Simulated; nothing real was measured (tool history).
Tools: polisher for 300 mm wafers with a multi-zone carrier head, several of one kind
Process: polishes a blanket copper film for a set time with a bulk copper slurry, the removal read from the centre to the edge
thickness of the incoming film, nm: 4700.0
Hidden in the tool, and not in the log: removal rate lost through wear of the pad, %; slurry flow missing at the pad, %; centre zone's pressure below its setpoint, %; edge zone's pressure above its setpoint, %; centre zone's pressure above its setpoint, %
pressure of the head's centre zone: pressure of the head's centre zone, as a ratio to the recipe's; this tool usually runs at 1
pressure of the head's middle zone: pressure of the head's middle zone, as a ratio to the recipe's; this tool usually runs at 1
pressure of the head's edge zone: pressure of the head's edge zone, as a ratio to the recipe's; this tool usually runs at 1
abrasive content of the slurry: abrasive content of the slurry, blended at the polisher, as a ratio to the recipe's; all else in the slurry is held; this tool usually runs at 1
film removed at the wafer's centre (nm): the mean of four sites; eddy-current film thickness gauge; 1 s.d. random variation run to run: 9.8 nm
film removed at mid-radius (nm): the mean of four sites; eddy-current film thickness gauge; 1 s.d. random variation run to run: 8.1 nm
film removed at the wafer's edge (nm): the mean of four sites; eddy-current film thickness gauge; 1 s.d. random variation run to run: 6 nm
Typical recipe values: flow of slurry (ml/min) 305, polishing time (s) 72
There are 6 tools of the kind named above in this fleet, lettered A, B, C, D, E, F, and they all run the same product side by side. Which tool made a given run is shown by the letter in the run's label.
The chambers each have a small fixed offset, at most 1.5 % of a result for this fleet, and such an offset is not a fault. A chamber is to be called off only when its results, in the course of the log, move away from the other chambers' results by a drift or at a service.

run   hour  flow of slurry (ml/min)  pressure of the head's centre zone  pressure of the head's middle zone  pressure of the head's edge zone  abrasive content of the slurry  polishing time (s)  wafers polished on this pad  hours since the slurry nozzle was cleaned  hours since the centre zone pressure was calibrated  hours since the edge zone pressure was calibrated  film removed at the wafer's centre (nm)  film removed at mid-radius (nm)  film removed at the wafer's edge (nm)
         1  -- chamber F: worn pad replaced by a new one
 1E    4.2                      305                                   1                                   1                                 1                               1                  72                          889                                      325.5                                                353.1                                              358.2                                   744.23                           742.24                                 723.26
       7.7  -- chamber E: worn pad replaced by a new one
 2A    8.1                      305                                   1                                   1                                 1                               1                  72                          277                                      492.9                                                857.6                                              289.9                                   732.08                            735.5                                 734.34
 3C   10.6                      305                                   1                                   1                                 1                               1                  72                          436                                       23.3                                                336.5                                              260.7                                   735.35                           734.88                                  728.7
 4F   13.5                      305                                   1                                   1                                 1                               1                  72                          174                                      294.3                                               1084.8                                             1083.9                                   733.06                           736.57                                 721.97
 5B   17.6                      305                                   1                                   1                                 1                               1                  72                         1030                                      170.7                                               1205.3                                                463                                   728.15                           728.77                                 730.23
        20  -- chamber C: edge zone pressure recalibrated
 6D   20.3                      305                                   1                                   1                                 1                               1                  72                          353                                      289.6                                                419.8                                              319.8                                   728.85                           720.85                                 734.81
 7F   22.7                      305                                   1                                   1                                 1                               1                  72                          301                                      303.5                                                 1094                                             1093.1                                    758.3                           723.94                                 733.58
 8C   26.4                      305                                   1                                   1                                 1                               1                  72                          655                                       39.1                                                352.3                                                6.4                                   734.55                            735.6                                 732.34
 9E   29.9                      305                                   1                                   1                                 1                               1                  72                          308                                      351.2                                                378.8                                              383.9                                      736                           725.65                                  713.5
10A   33.9                      305                                   1                                   1                                 1                               1                  72                          634                                      518.7                                                883.4                                              315.7                                   733.18                            733.9                                 735.85
      35.4  -- chamber D: worn pad replaced by a new one
      35.6  -- chamber B: worn pad replaced by a new one
11D   37.1                      305                                   1                                   1                                 1                               1                  72                           24                                      306.4                                                436.6                                              336.6                                   718.83                           736.81                                 739.49
12B   39.7                      305                                   1                                   1                                 1                               1                  72                           57                                      192.8                                               1227.4                                              485.1                                    720.6                           736.51                                 721.35
13E   41.9                      305                                   1                                   1                                 1                               1                  72                          474                                      363.2                                                390.8                                              395.9                                   723.32                           713.77                                 723.15
14C   46.3                      305                                   1                                   1                                 1                               1                  72                          931                                         59                                                372.2                                               26.3                                   737.24                           758.47                                 728.27
15B   50.8                      305                                   1                                   1                                 1                               1                  72                          211                                      203.9                                               1238.5                                              496.2                                   729.27                           738.17                                 738.61
16A   53.7                      305                                   1                                0.95                                 1                            0.85                  72                          909                                      538.5                                                903.2                                              335.5                                   686.91                           667.44                                 708.34
      56.6  -- chamber C: worn pad replaced by a new one
17D   57.2                      305                                   1                                0.95                                 1                            0.85                  72                          303                                      326.5                                                456.7                                              356.7                                   691.13                           671.07                                  709.9
18F   59.5                      305                                   1                                0.95                                 1                            0.85                  72                          812                                      340.3                                               1130.8                                             1129.9                                   704.66                           679.62                                 713.06
19E     63                      305                                   1                                0.95                                 1                            0.85                  72                          767                                      384.3                                                411.9                                                417                                      710                           656.46                                 692.02
      65.2  -- chamber B: edge zone pressure recalibrated
20A   65.2                      305                                   1                                0.95                                 1                            0.85                  72                         1069                                        550                                                914.7                                                347                                   682.77                           674.55                                  702.7
21C   68.8                      305                                   1                                0.95                                 1                            0.85                  72                          170                                       81.5                                                394.7                                               48.8                                   708.31                           677.39                                  706.8
      68.9  -- chamber D: edge zone pressure recalibrated
22D   72.4                      305                                   1                                   1                                 1                               1                  83                          514                                      341.7                                                471.9                                                3.5                                   849.91                           834.84                                  849.3
23F   74.8                      305                                   1                                   1                                 1                               1                  83                         1024                                      355.6                                               1146.1                                             1145.2                                   851.69                           845.59                                 833.72
24B   78.4                      305                                   1                                   1                                 1                               1                  83                          594                                      231.5                                               1266.1                                               13.3                                   848.56                           848.94                                 848.97
25C   81.2                      305                                   1                                   1                                 1                               1                  83                          342                                       93.9                                                407.1                                               61.2                                   857.94                           843.39                                 853.97
26E   84.3                      305                                   1                                   1                                 1                               1                  83                         1063                                      405.6                                                433.2                                              438.3                                    848.4                           843.18                                 830.57
        85  -- chamber D: worn pad replaced by a new one
      86.3  -- chamber E: worn pad replaced by a new one
27A   87.2                      305                                   1                                   1                                 1                               1                  83                         1374                                        572                                                936.7                                                369                                   806.76                            855.1                                 834.56
28B   89.3                      305                                   1                                   1                                 1                               1                  72                          745                                      242.4                                                 1277                                               24.2                                    734.2                           740.42                                 727.18
29D   92.6                      305                                   1                                   1                                 1                               1                  72                          106                                      361.9                                                492.1                                               23.7                                   734.15                           721.15                                 741.92
30F   95.4                      235                                   1                                   1                                 1                             0.7                  72                         1310                                      376.2                                               1166.7                                             1165.8                                    671.5                            662.6                                 660.01
      96.2  -- chamber A: worn pad replaced by a new one
31D   98.6                      235                                   1                                   1                                 1                             0.7                  72                          189                                      367.9                                                498.1                                               29.7                                   658.72                           653.79                                 662.55
32B    103                      235                                   1                                   1                                 1                             0.7                  72                          935                                      256.1                                               1290.7                                               37.9                                   647.75                           672.92                                 652.37
33A    107                      235                                   1                                   1                                 1                             0.7                  72                          150                                      591.8                                                956.5                                              388.8                                   605.94                           658.35                                  663.1
     108.4  -- chamber B: centre zone pressure recalibrated
     108.8  -- chamber F: slurry nozzle cleaned
34F  110.1                      235                                   1                                   1                                 1                             0.7                  72                         1514                                        1.3                                               1181.4                                             1180.5                                    671.5                           670.75                                 664.23
35C  112.7                      235                                   1                                   1                                 1                             0.7                  72                          779                                      125.4                                                438.6                                               92.7                                    659.8                           660.57                                 664.28
36E  116.2                      305                                   1                                   1                                 1                               1                  72                          415                                      437.5                                                465.1                                              470.2                                   746.59                           734.96                                  725.2
37B  120.2                      305                                   1                                   1                                 1                               1                  72                         1174                                      273.3                                                 11.8                                               55.1                                   725.66                           738.94                                  727.1
38A  122.9                      305                                   1                                   1                                 1                               1                  72                          371                                      607.7                                                972.4                                              404.7                                   667.46                           726.73                                 729.01

Decide between three cases: one chamber stands off from its peers, the gauge reading all wafers drifts, or nothing is wrong past each chamber's small offset. Where a chamber is off, say which and what most likely put it there.

It is chamber A that slowly wanders off from its peers.
Cause: centre zone's pressure below its setpoint, % = 8.28.

Below are 4 candidate recipes for chamber A's next run, each the usual settings with a change, their results shown as question marks. Which of them brings A's results back in line with what the other chambers give on the usual settings?
Allowed miss from the other chambers' usual-settings mean, per result, to count as in line: film removed at the wafer's centre (nm) 34; film removed at mid-radius (nm) 28; film removed at the wafer's edge (nm) 21
39A-1  126.2                      315                                1.15                                0.96                              0.95                               1                  74                                                                                                                                                                                                                        ?                                ?                                      ?
39A-2  126.2                      295                                0.86                                1.03                              1.05                               1                  71                                                                                                                                                                                                                        ?                                ?                                      ?
39A-3  126.2                      300                                0.92                                1.02                              1.03                               1                  71                                                                                                                                                                                                                        ?                                ?                                      ?
39A-4  126.2                      310                                1.08                                0.98                              0.97                               1                  73                                                                                                                                                                                                                        ?                                ?                                      ?

The other chambers' mean on the usual settings: film removed at the wafer's centre (nm) 733.42; film removed at mid-radius (nm) 734.04; film removed at the wafer's edge (nm) 728.84
  run  film removed at the wafer's centre (nm)  film removed at mid-radius (nm)  film removed at the wafer's edge (nm)
39A-1                                   804.48                            727.6                                    730
39A-2                                   556.02                           741.33                                 733.97
39A-3                                    600.7                           735.66                                 727.47
39A-4                                   739.82                           730.69                                 726.89
The answer is 39A-4, which returns the chamber to within the allowed miss of the others.
